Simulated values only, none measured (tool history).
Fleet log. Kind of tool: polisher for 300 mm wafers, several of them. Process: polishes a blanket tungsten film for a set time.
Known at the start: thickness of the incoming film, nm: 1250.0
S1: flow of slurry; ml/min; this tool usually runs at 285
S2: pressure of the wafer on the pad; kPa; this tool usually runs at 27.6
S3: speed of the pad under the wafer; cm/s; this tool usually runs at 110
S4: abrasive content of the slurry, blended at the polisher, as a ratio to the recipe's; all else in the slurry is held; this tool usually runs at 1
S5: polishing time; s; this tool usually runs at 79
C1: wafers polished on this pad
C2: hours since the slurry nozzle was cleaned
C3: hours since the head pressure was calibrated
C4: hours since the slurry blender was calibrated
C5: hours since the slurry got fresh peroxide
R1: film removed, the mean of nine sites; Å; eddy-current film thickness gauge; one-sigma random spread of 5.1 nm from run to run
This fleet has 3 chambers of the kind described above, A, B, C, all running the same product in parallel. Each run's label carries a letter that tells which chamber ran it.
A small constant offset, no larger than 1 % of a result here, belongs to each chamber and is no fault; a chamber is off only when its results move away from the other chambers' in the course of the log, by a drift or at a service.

run 1A hour=4.5 | S1=285 S2=27.6 S3=110 S4=1 S5=79 | C1=1187 C2=376.3 C3=1052.9 C4=39.9 C5=93.2 | R1=3489.2
run 2C hour=7.7 | S1=285 S2=27.6 S3=110 S4=1 S5=79 | C1=739 C2=62.4 C3=150.4 C4=49.4 C5=8.4 | R1=3540.2
-- hour=9.9 chamber A: worn pad replaced by a new one
run 3B hour=11.5 | S1=285 S2=27.6 S3=110 S4=1 S5=79 | C1=1057 C2=383.6 C3=472.4 C4=107.6 C5=52.8 | R1=3571.7
run 4B hour=16.5 | S1=285 S2=27.6 S3=110 S4=1 S5=79 | C1=1130 C2=388.6 C3=477.4 C4=112.6 C5=57.8 | R1=3532.2
run 5C hour=20 | S1=285 S2=27.6 S3=110 S4=1 S5=79 | C1=917 C2=74.7 C3=162.7 C4=61.7 C5=20.7 | R1=3552.1
run 6A hour=24.1 | S1=285 S2=27.6 S3=110 S4=1 S5=79 | C1=206 C2=395.9 C3=1072.5 C4=59.5 C5=112.8 | R1=3490.5
run 7A hour=26.5 | S1=285 S2=27.6 S3=110 S4=1 S5=79 | C1=241 C2=398.3 C3=1074.9 C4=61.9 C5=115.2 | R1=3568.2
-- hour=29.3 chamber B: worn pad replaced by a new one
run 8B hour=30.6 | S1=285 S2=27.6 S3=110 S4=1 S5=79 | C1=18 C2=402.7 C3=491.5 C4=126.7 C5=71.9 | R1=3512.1
-- hour=33.1 chamber B: slurry blender recalibrated
run 9C hour=35.3 | S1=285 S2=27.6 S3=110 S4=1 S5=79 | C1=1139 C2=90 C3=178 C4=77 C5=36 | R1=3635.8
run 10C hour=40.2 | S1=285 S2=27.6 S3=110 S4=1 S5=79 | C1=1210 C2=94.9 C3=182.9 C4=81.9 C5=40.9 | R1=3618.4
-- hour=44 chamber C: slurry tank refilled with fresh slurry and peroxide
run 11B hour=44.5 | S1=285 S2=27.6 S3=110 S4=1 S5=79 | C1=220 C2=416.6 C3=505.4 C4=11.4 C5=85.8 | R1=3656.9
run 12A hour=47.5 | S1=285 S2=27.6 S3=110 S4=1 S5=79 | C1=545 C2=419.3 C3=1095.9 C4=82.9 C5=136.2 | R1=3506.4
run 13C hour=50 | S1=285 S2=27.6 S3=110 S4=1 S5=79 | C1=1352 C2=104.7 C3=192.7 C4=91.7 C5=6.1 | R1=3536.1
run 14A hour=54.6 | S1=285 S2=27.6 S3=110 S4=1 S5=79 | C1=648 C2=426.4 C3=1103 C4=90 C5=143.3 | R1=3407.3
-- hour=55.9 chamber A: head pressure recalibrated
-- hour=57 chamber C: worn pad replaced by a new one
run 15B hour=57.4 | S1=285 S2=27.6 S3=110 S4=1 S5=79 | C1=407 C2=429.5 C3=518.3 C4=24.3 C5=98.7 | R1=3517
run 16A hour=60.9 | S1=365 S2=27.6 S3=110 S4=1 S5=79 | C1=739 C2=432.7 C3=5.1 C4=96.3 C5=149.6 | R1=3479.5
run 17B hour=65.9 | S1=365 S2=27.6 S3=110 S4=1 S5=79 | C1=530 C2=438 C3=526.8 C4=32.8 C5=107.2 | R1=3682.6
run 18C hour=69.1 | S1=365 S2=27.6 S3=110 S4=1 S5=79 | C1=176 C2=123.8 C3=211.8 C4=110.8 C5=25.2 | R1=3636
run 19A hour=71.6 | S1=285 S2=27.6 S3=110 S4=1 S5=79 | C1=894 C2=443.4 C3=15.8 C4=107 C5=160.3 | R1=3351.7
run 20B hour=74.7 | S1=285 S2=27.6 S3=110 S4=1 S5=79 | C1=657 C2=446.8 C3=535.6 C4=41.6 C5=116 | R1=3555.3
run 21C hour=79.2 | S1=285 S2=27.6 S3=110 S4=1 S5=79 | C1=322 C2=133.9 C3=221.9 C4=120.9 C5=35.3 | R1=3519.1
run 22A hour=83.5 | S1=285 S2=27.6 S3=110 S4=1 S5=79 | C1=1066 C2=455.3 C3=27.7 C4=118.9 C5=172.2 | R1=3138.7
run 23C hour=86 | S1=285 S2=27.6 S3=110 S4=1 S5=79 | C1=421 C2=140.7 C3=228.7 C4=127.7 C5=42.1 | R1=3542.9
-- hour=87.8 chamber C: slurry tank refilled with fresh slurry and peroxide
run 24B hour=90.1 | S1=285 S2=20 S3=142 S4=1 S5=79 | C1=880 C2=462.2 C3=551 C4=57 C5=131.4 | R1=3297
run 25C hour=94.4 | S1=285 S2=20 S3=142 S4=1 S5=79 | C1=542 C2=149.1 C3=237.1 C4=136.1 C5=6.7 | R1=3238.8
run 26A hour=96.8 | S1=285 S2=20 S3=142 S4=1 S5=79 | C1=1259 C2=468.6 C3=41 C4=132.2 C5=185.5 | R1=2823.4
-- hour=100.2 chamber B: slurry tank refilled with fresh slurry and peroxide
run 27B hour=100.8 | S1=285 S2=27.6 S3=110 S4=1 S5=79 | C1=1035 C2=472.9 C3=561.7 C4=67.7 C5=0.6 | R1=3604.1
run 28B hour=105.7 | S1=285 S2=27.6 S3=110 S4=1 S5=79 | C1=1106 C2=477.8 C3=566.6 C4=72.6 C5=5.5 | R1=3458.4
run 29C hour=108.7 | S1=285 S2=27.6 S3=110 S4=1 S5=79 | C1=750 C2=163.4 C3=251.4 C4=150.4 C5=21 | R1=3431.8

All 3 chambers run these settings next. Forecast each chamber's results:
run 30A hour=112.3 | S1=285 S2=27.6 S3=110 S4=1 S5=79 | R1=?
run 30B hour=112.3 | S1=285 S2=27.6 S3=110 S4=1 S5=79 | R1=?
run 30C hour=112.3 | S1=285 S2=27.6 S3=110 S4=1 S5=79 | R1=?

run=30A R1=2819.2
run=30B R1=3539.5
run=30C R1=3506.6
